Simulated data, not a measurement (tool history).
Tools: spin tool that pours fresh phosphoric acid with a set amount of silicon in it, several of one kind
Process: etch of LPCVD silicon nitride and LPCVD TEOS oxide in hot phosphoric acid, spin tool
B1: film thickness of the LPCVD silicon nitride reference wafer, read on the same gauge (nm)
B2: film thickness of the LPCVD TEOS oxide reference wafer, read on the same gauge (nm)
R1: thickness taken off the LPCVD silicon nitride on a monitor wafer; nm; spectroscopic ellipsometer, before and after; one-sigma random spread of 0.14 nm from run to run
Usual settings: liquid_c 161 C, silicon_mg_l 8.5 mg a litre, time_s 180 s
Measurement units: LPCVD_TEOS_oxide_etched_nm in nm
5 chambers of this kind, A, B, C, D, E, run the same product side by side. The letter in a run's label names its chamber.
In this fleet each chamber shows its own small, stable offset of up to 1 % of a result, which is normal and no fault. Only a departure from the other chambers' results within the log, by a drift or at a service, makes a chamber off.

Run 1A, day 0.196: usual settings; B1 119.99; B2 130.01. Result: R1 14.668 nm, LPCVD_TEOS_oxide_etched_nm 0.47069 nm.
Run 2B, day 0.379: usual settings; B1 120.01; B2 129.98. Result: R1 14.709 nm, LPCVD_TEOS_oxide_etched_nm 0.4187 nm.
At day 0.408: chamber D: thermometer replaced.
Run 3C, day 0.558: usual settings; B1 119.98; B2 130.01. Result: R1 14.719 nm, LPCVD_TEOS_oxide_etched_nm 0.36779 nm.
Run 4D, day 0.904: usual settings; B1 119.99; B2 129.99. Result: R1 14.838 nm, LPCVD_TEOS_oxide_etched_nm 0.4144 nm.
Run 5E, day 1.125: usual settings; B1 120; B2 129.96. Result: R1 14.489 nm, LPCVD_TEOS_oxide_etched_nm 0.40373 nm.
Run 6C, day 1.338: usual settings; B1 119.98; B2 130.01. Result: R1 14.509 nm, LPCVD_TEOS_oxide_etched_nm 0.42371 nm.
Run 7E, day 1.596: usual settings; B1 120.03; B2 129.97. Result: R1 14.4 nm, LPCVD_TEOS_oxide_etched_nm 0.48213 nm.
Run 8D, day 1.946: usual settings; B1 119.96; B2 129.96. Result: R1 14.648 nm, LPCVD_TEOS_oxide_etched_nm 0.42631 nm.
Run 9A, day 2.179: usual settings; B1 120.04; B2 130. Result: R1 14.35 nm, LPCVD_TEOS_oxide_etched_nm 0.41921 nm.
Run 10B, day 2.396: usual settings; B1 120.05; B2 130.02. Result: R1 14.651 nm, LPCVD_TEOS_oxide_etched_nm 0.4131 nm.
Run 11D, day 2.612: usual settings; B1 120; B2 130.02. Result: R1 14.487 nm, LPCVD_TEOS_oxide_etched_nm 0.48973 nm.
Run 12C, day 2.788: usual settings; B1 120.03; B2 130.04. Result: R1 14.449 nm, LPCVD_TEOS_oxide_etched_nm 0.47251 nm.
Run 13B, day 3.162: usual settings; B1 119.99; B2 129.97. Result: R1 14.704 nm, LPCVD_TEOS_oxide_etched_nm 0.41747 nm.
Run 14E, day 3.538: usual settings; B1 120; B2 129.95. Result: R1 14.397 nm, LPCVD_TEOS_oxide_etched_nm 0.44974 nm.
Run 15A, day 3.917: usual settings; B1 120.03; B2 130. Result: R1 14.661 nm, LPCVD_TEOS_oxide_etched_nm 0.48098 nm.
Run 16E, day 4.238: usual settings; B1 120.04; B2 130. Result: R1 14.37 nm, LPCVD_TEOS_oxide_etched_nm 0.38039 nm.
Run 17A, day 4.454: usual settings; B1 120.01; B2 129.97. Result: R1 14.426 nm, LPCVD_TEOS_oxide_etched_nm 0.45579 nm.
Run 18C, day 4.746: usual settings; B1 120.04; B2 130. Result: R1 14.515 nm, LPCVD_TEOS_oxide_etched_nm 0.39558 nm.
Run 19B, day 5.075: usual settings; B1 120.03; B2 130.02. Result: R1 14.436 nm, LPCVD_TEOS_oxide_etched_nm 0.39689 nm.
Run 20D, day 5.321: usual settings; B1 119.99; B2 129.99. Result: R1 14.273 nm, LPCVD_TEOS_oxide_etched_nm 0.40476 nm.
Run 21E, day 5.65: usual settings; B1 120.02; B2 129.98. Result: R1 14.542 nm, LPCVD_TEOS_oxide_etched_nm 0.44229 nm.
Run 22C, day 5.967: usual settings; B1 119.99; B2 129.98. Result: R1 14.618 nm, LPCVD_TEOS_oxide_etched_nm 0.41525 nm.
Run 23D, day 6.35: usual settings; B1 120.03; B2 130.03. Result: R1 14.217 nm, LPCVD_TEOS_oxide_etched_nm 0.41405 nm.
Run 24B, day 6.533: usual settings but time_s 240 s; B1 119.97; B2 129.97. Result: R1 19.3 nm, LPCVD_TEOS_oxide_etched_nm 0.589 nm.
Run 25A, day 6.733: usual settings but time_s 240 s; B1 120.01; B2 130.02. Result: R1 19.589 nm, LPCVD_TEOS_oxide_etched_nm 0.55433 nm.
Run 26D, day 7.092: usual settings but time_s 240 s; B1 120; B2 129.98. Result: R1 18.356 nm, LPCVD_TEOS_oxide_etched_nm 0.46441 nm.
Run 27E, day 7.358: usual settings but time_s 240 s; B1 120.01; B2 129.98. Result: R1 19.338 nm, LPCVD_TEOS_oxide_etched_nm 0.51557 nm.
Run 28C, day 7.554: usual settings but time_s 240 s; B1 120.02; B2 130.02. Result: R1 19.41 nm, LPCVD_TEOS_oxide_etched_nm 0.63165 nm.
Run 29B, day 7.771: usual settings but silicon_mg_l 14.5 mg a litre, time_s 80 s; B1 120.03; B2 129.96. Result: R1 6.4599 nm, LPCVD_TEOS_oxide_etched_nm 0.18215 nm.
Run 30A, day 8.029: usual settings but silicon_mg_l 14.5 mg a litre, time_s 80 s; B1 119.99; B2 130.01. Result: R1 6.4567 nm, LPCVD_TEOS_oxide_etched_nm 0.15248 nm.
Run 31A, day 8.412: usual settings but silicon_mg_l 14.5 mg a litre, time_s 80 s; B1 120; B2 129.98. Result: R1 6.4316 nm, LPCVD_TEOS_oxide_etched_nm 0.165 nm.
Run 32D, day 8.688: usual settings but silicon_mg_l 14.5 mg a litre, time_s 80 s; B1 120.01; B2 130. Result: R1 6.1343 nm, LPCVD_TEOS_oxide_etched_nm 0.1205 nm.
Run 33E, day 9.05: usual settings but silicon_mg_l 14.5 mg a litre, time_s 80 s; B1 120.01; B2 129.99. Result: R1 6.4038 nm, LPCVD_TEOS_oxide_etched_nm 0.14482 nm.
Run 34C, day 9.446: usual settings; B1 119.96; B2 130.01. Result: R1 14.697 nm, LPCVD_TEOS_oxide_etched_nm 0.4255 nm.
Run 35B, day 9.667: usual settings; B1 119.96; B2 129.97. Result: R1 14.683 nm, LPCVD_TEOS_oxide_etched_nm 0.44424 nm.
Run 36E, day 9.921: usual settings; B1 120.01; B2 129.99. Result: R1 14.436 nm, LPCVD_TEOS_oxide_etched_nm 0.40415 nm.
Run 37C, day 10.225: usual settings; B1 120.01; B2 130.01. Result: R1 14.652 nm, LPCVD_TEOS_oxide_etched_nm 0.44918 nm.

Which is it: a chamber that has drifted or been left off by a service, a gauge drift common to all chambers, or only each chamber's usual small offset? If a chamber is off, name it and its likeliest cause.

It is chamber D that slowly wanders off from its peers.
Cause: temperature lost on the way to the wafer (K) = 2.73.
It could be hard to tell apart here from: liquid colder than its thermometer reads (K).

Which of the 4 candidates below, each the usual settings with something changed and its results left as question marks, puts chamber D back in line with what the other chambers give on the usual settings?
Maximum distance from the other chambers' mean on the usual settings for a result to count as in line: R1 0.48 nm; LPCVD_TEOS_oxide_etched_nm 0.12 nm
Run 38D-1, day 10.512: usual settings but liquid_c 162 C, silicon_mg_l 6 mg a litre, time_s 190 s. Result: R1 ?, LPCVD_TEOS_oxide_etched_nm ?.
Run 38D-2, day 10.512: usual settings but liquid_c 162.5 C, silicon_mg_l 4 mg a litre, time_s 200 s. Result: R1 ?, LPCVD_TEOS_oxide_etched_nm ?.
Run 38D-3, day 10.512: usual settings but liquid_c 160 C, silicon_mg_l 11 mg a litre, time_s 170 s. Result: R1 ?, LPCVD_TEOS_oxide_etched_nm ?.
Run 38D-4, day 10.512: usual settings but liquid_c 159.5 C, silicon_mg_l 13 mg a litre, time_s 160 s. Result: R1 ?, LPCVD_TEOS_oxide_etched_nm ?.

Mean of the other chambers on the usual settings: R1 14.573 nm; LPCVD_TEOS_oxide_etched_nm 0.43142 nm
  run      R1  LPCVD_TEOS_oxide_etched_nm
38D-1  14.433                     0.42704
38D-2  15.446                     0.48521
38D-3  12.081                     0.29616
38D-4  11.178                     0.25626
38D-1 is the one that brings the chamber's results back in line with the other chambers.
